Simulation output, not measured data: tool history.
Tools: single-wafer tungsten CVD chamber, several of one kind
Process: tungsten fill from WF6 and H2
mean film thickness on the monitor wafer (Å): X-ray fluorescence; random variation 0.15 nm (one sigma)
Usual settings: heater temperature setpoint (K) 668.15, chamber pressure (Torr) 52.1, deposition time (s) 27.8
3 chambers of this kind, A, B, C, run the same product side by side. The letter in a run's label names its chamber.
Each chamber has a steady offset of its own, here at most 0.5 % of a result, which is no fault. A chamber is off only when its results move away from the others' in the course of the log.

run     day  heater temperature setpoint (K)  chamber pressure (Torr)  deposition time (s)  read-back reference wafer on the same gauge, thickness_nm  mean film thickness on the monitor wafer (Å)
 1C   0.346                           668.15                     52.1                 27.8                                                     86.817                                        951.19
 2B   0.671                           668.15                     52.1                 27.8                                                     86.787                                        948.97
 3A   1.229                           668.15                     52.1                 27.8                                                     86.851                                        945.52
 4C   1.604                           668.15                     52.1                 27.8                                                     86.905                                        953.27
 5A   2.225                           668.15                     52.1                 27.8                                                     86.864                                        946.30
 6B   2.738                           668.15                     52.1                 27.8                                                     86.895                                        951.06
 7C   3.229                           668.15                     52.1                 27.8                                                     86.916                                        954.57
 8B   3.888                           668.15                     48.3                 27.8                                                     86.962                                        917.60
 9A   4.317                           668.15                     48.3                 27.8                                                     86.995                                        919.01
10A   4.946                           668.15                     48.3                 27.8                                                     86.993                                        918.34
11B   5.588                           668.15                     52.1                 27.8                                                     87.056                                        949.12
12C   6.221                           668.15                     52.1                 27.8                                                     87.088                                        957.42
13A   6.900                           668.15                     52.1                 27.8                                                     87.127                                        952.35
14B   7.250                           668.15                     64.0                 26.1                                                     87.099                                        982.61
15C   7.633                           668.15                     64.0                 26.1                                                     87.137                                        981.68
16A   8.279                           668.15                     64.0                 26.1                                                     87.182                                        977.07
17B   8.579                           668.15                     52.1                 27.8                                                     87.187                                        950.51
      9.008  -- chamber C: capacitance manometer re-zeroed and calibrated
18C   9.229                           668.15                     52.1                 27.8                                                     87.215                                        956.36
19B   9.908                           668.15                     52.1                 27.8                                                     87.207                                        952.91
20A  10.358                           668.15                     52.1                 27.8                                                     87.241                                        952.63
21C  10.733                           668.15                     52.1                 27.8                                                     87.255                                        958.62
     10.858  -- chamber A: thermocouple changed; heater temperature recalibrated
22B  11.288                           668.15                     52.1                 27.8                                                     87.302                                        953.08
23A  11.629                           668.15                     52.1                 27.8                                                     87.289                                        949.69
24C  12.088                           668.15                     52.1                 27.8                                                     87.327                                        954.73

What goes on in this fleet: one chamber off, a drifting gauge, or nothing beyond the chambers' own small offsets? Name the chamber and the cause, if any.

The gauge drifts, so all chambers seem to drift together. No chamber is off.
Cause: gauge reads high (%) = 0.638.
